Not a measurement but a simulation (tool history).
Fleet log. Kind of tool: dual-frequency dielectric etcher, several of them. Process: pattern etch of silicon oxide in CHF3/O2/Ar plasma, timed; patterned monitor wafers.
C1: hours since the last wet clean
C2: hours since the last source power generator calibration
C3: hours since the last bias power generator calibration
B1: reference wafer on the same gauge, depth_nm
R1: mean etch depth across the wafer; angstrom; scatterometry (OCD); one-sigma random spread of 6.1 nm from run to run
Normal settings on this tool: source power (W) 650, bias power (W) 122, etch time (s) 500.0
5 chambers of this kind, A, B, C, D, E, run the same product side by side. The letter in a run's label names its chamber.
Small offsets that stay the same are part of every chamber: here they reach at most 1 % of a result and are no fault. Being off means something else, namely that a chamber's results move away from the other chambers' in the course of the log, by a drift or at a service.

{"run": "1B", "hour": 14.2, "source power (W)": 650, "bias power (W)": 122, "etch time (s)": 500.0, "C1": 193.8, "C2": 426.2, "C3": 1207.9, "B1": 825.58, "R1": 9014.9}
{"run": "2A", "hour": 28.1, "source power (W)": 650, "bias power (W)": 122, "etch time (s)": 500.0, "C1": 252.5, "C2": 975.5, "C3": 621.4, "B1": 824.76, "R1": 9087.4}
{"run": "3D", "hour": 36.5, "source power (W)": 650, "bias power (W)": 122, "etch time (s)": 500.0, "C1": 196.4, "C2": 2606.5, "C3": 2377.6, "B1": 824.81, "R1": 9053.9}
{"run": "4C", "hour": 51.6, "source power (W)": 650, "bias power (W)": 122, "etch time (s)": 500.0, "C1": 629.3, "C2": 2592.9, "C3": 2499.2, "B1": 824.42, "R1": 9086.9}
{"run": "5E", "hour": 61.7, "source power (W)": 650, "bias power (W)": 122, "etch time (s)": 500.0, "C1": 586.2, "C2": 1194.1, "C3": 532.3, "B1": 824.89, "R1": 9087.2}
{"run": "6B", "hour": 71.5, "source power (W)": 650, "bias power (W)": 122, "etch time (s)": 500.0, "C1": 251.1, "C2": 483.5, "C3": 1265.2, "B1": 825.28, "R1": 8954.7}
{"hour": 82.2, "done": "chamber C: wet clean of the chamber"}
{"run": "7C", "hour": 85.5, "source power (W)": 650, "bias power (W)": 122, "etch time (s)": 500.0, "C1": 3.4, "C2": 2626.8, "C3": 2533.1, "B1": 825.94, "R1": 9113.4}
{"run": "8A", "hour": 93.6, "source power (W)": 650, "bias power (W)": 122, "etch time (s)": 500.0, "C1": 318.0, "C2": 1041.0, "C3": 686.9, "B1": 824.92, "R1": 9037.1}
{"run": "9D", "hour": 102.7, "source power (W)": 650, "bias power (W)": 122, "etch time (s)": 500.0, "C1": 262.6, "C2": 2672.7, "C3": 2443.8, "B1": 824.55, "R1": 9022.4}
{"run": "10E", "hour": 114.9, "source power (W)": 650, "bias power (W)": 122, "etch time (s)": 500.0, "C1": 639.4, "C2": 1247.3, "C3": 585.5, "B1": 825.12, "R1": 9015.8}
{"hour": 117.2, "done": "chamber E: wet clean of the chamber"}
{"run": "11D", "hour": 128.5, "source power (W)": 650, "bias power (W)": 122, "etch time (s)": 500.0, "C1": 288.4, "C2": 2698.5, "C3": 2469.6, "B1": 825.76, "R1": 8888.1}
{"run": "12A", "hour": 143.3, "source power (W)": 650, "bias power (W)": 122, "etch time (s)": 500.0, "C1": 367.7, "C2": 1090.7, "C3": 736.6, "B1": 823.94, "R1": 9037.1}
{"run": "13B", "hour": 158.1, "source power (W)": 650, "bias power (W)": 122, "etch time (s)": 500.0, "C1": 337.7, "C2": 570.1, "C3": 1351.8, "B1": 825.7, "R1": 8814.7}
{"run": "14E", "hour": 169.4, "source power (W)": 650, "bias power (W)": 122, "etch time (s)": 500.0, "C1": 52.2, "C2": 1301.8, "C3": 640.0, "B1": 825.12, "R1": 9226.5}
{"run": "15C", "hour": 181.3, "source power (W)": 650, "bias power (W)": 108, "etch time (s)": 500.0, "C1": 99.2, "C2": 2722.6, "C3": 2628.9, "B1": 824.48, "R1": 8743.7}
{"run": "16E", "hour": 191.8, "source power (W)": 650, "bias power (W)": 108, "etch time (s)": 500.0, "C1": 74.6, "C2": 1324.2, "C3": 662.4, "B1": 824.17, "R1": 8829.5}
{"run": "17C", "hour": 199.8, "source power (W)": 650, "bias power (W)": 108, "etch time (s)": 500.0, "C1": 117.7, "C2": 2741.1, "C3": 2647.4, "B1": 825.76, "R1": 8719.5}
{"run": "18D", "hour": 214.8, "source power (W)": 650, "bias power (W)": 108, "etch time (s)": 500.0, "C1": 374.7, "C2": 2784.8, "C3": 2555.9, "B1": 825.36, "R1": 8710.2}
{"run": "19B", "hour": 224.7, "source power (W)": 650, "bias power (W)": 108, "etch time (s)": 500.0, "C1": 404.3, "C2": 636.7, "C3": 1418.4, "B1": 825.04, "R1": 8630.7}
{"hour": 224.8, "done": "chamber B: wet clean of the chamber"}
{"run": "20A", "hour": 234.7, "source power (W)": 650, "bias power (W)": 122, "etch time (s)": 500.0, "C1": 459.1, "C2": 1182.1, "C3": 828.0, "B1": 823.93, "R1": 9031.6}
{"run": "21B", "hour": 250.5, "source power (W)": 650, "bias power (W)": 144, "etch time (s)": 553.5, "C1": 25.7, "C2": 662.5, "C3": 1444.2, "B1": 825.47, "R1": 10300.0}
{"run": "22A", "hour": 258.7, "source power (W)": 650, "bias power (W)": 144, "etch time (s)": 553.5, "C1": 483.1, "C2": 1206.1, "C3": 852.0, "B1": 825.23, "R1": 10404.0}
{"run": "23D", "hour": 270.2, "source power (W)": 650, "bias power (W)": 144, "etch time (s)": 553.5, "C1": 430.1, "C2": 2840.2, "C3": 2611.3, "B1": 823.18, "R1": 10385.0}
{"hour": 276.4, "done": "chamber C: bias power generator calibrated"}
{"run": "24E", "hour": 285.5, "source power (W)": 650, "bias power (W)": 144, "etch time (s)": 553.5, "C1": 168.3, "C2": 1417.9, "C3": 756.1, "B1": 827.0, "R1": 10849.0}
{"run": "25C", "hour": 293.5, "source power (W)": 650, "bias power (W)": 144, "etch time (s)": 553.5, "C1": 211.4, "C2": 2834.8, "C3": 17.2, "B1": 823.79, "R1": 10555.0}
{"run": "26C", "hour": 305.8, "source power (W)": 650, "bias power (W)": 122, "etch time (s)": 500.0, "C1": 223.7, "C2": 2847.1, "C3": 29.5, "B1": 824.21, "R1": 9053.5}
{"run": "27B", "hour": 313.1, "source power (W)": 650, "bias power (W)": 122, "etch time (s)": 500.0, "C1": 88.3, "C2": 725.1, "C3": 1506.8, "B1": 824.67, "R1": 8970.9}
{"hour": 316.1, "done": "chamber D: wet clean of the chamber"}
{"run": "28E", "hour": 322.3, "source power (W)": 650, "bias power (W)": 122, "etch time (s)": 500.0, "C1": 205.1, "C2": 1454.7, "C3": 792.9, "B1": 825.14, "R1": 9302.1}
{"run": "29D", "hour": 337.2, "source power (W)": 650, "bias power (W)": 122, "etch time (s)": 500.0, "C1": 21.1, "C2": 2907.2, "C3": 2678.3, "B1": 825.59, "R1": 9000.6}
{"hour": 339.7, "done": "chamber A: wet clean of the chamber"}
{"run": "30A", "hour": 347.1, "source power (W)": 650, "bias power (W)": 122, "etch time (s)": 500.0, "C1": 7.4, "C2": 1294.5, "C3": 940.4, "B1": 824.97, "R1": 9010.2}
{"run": "31A", "hour": 360.3, "source power (W)": 710, "bias power (W)": 110, "etch time (s)": 500.0, "C1": 20.6, "C2": 1307.7, "C3": 953.6, "B1": 823.74, "R1": 9090.3}

Has any chamber moved away from the others, gradually or after a service, or does the common gauge drift, or do the chambers differ only by their own small steady offsets? State the chamber and the most likely cause if one applies.

The work done on chamber E during a service left it standing apart from the others.
Most likely cause: etch rate over this chamber's usual, % = 3.6.

Here are 4 candidates for chamber E's next run, each the usual settings with a change, their results left as question marks. Which one brings its results back in line with what the others give on the usual settings?
A result is in line if it is within this distance of the other chambers' mean on the usual settings: R1 210.0 angstrom
{"run": "32E-1", "hour": 372.3, "source power (W)": 650, "bias power (W)": 91, "etch time (s)": 500.0, "R1": "?"}
{"run": "32E-2", "hour": 372.3, "source power (W)": 730, "bias power (W)": 133, "etch time (s)": 500.0, "R1": "?"}
{"run": "32E-3", "hour": 372.3, "source power (W)": 640, "bias power (W)": 122, "etch time (s)": 484.5, "R1": "?"}
{"run": "32E-4", "hour": 372.3, "source power (W)": 660, "bias power (W)": 122, "etch time (s)": 515.5, "R1": "?"}

Average result of the remaining chambers running the usual settings: R1 8996.5 angstrom
run=32E-1 R1=8537.2
run=32E-2 R1=9989.4
run=32E-3 R1=8952.7
run=32E-4 R1=9642.0
It is 32E-3 that realigns the chamber with its peers.

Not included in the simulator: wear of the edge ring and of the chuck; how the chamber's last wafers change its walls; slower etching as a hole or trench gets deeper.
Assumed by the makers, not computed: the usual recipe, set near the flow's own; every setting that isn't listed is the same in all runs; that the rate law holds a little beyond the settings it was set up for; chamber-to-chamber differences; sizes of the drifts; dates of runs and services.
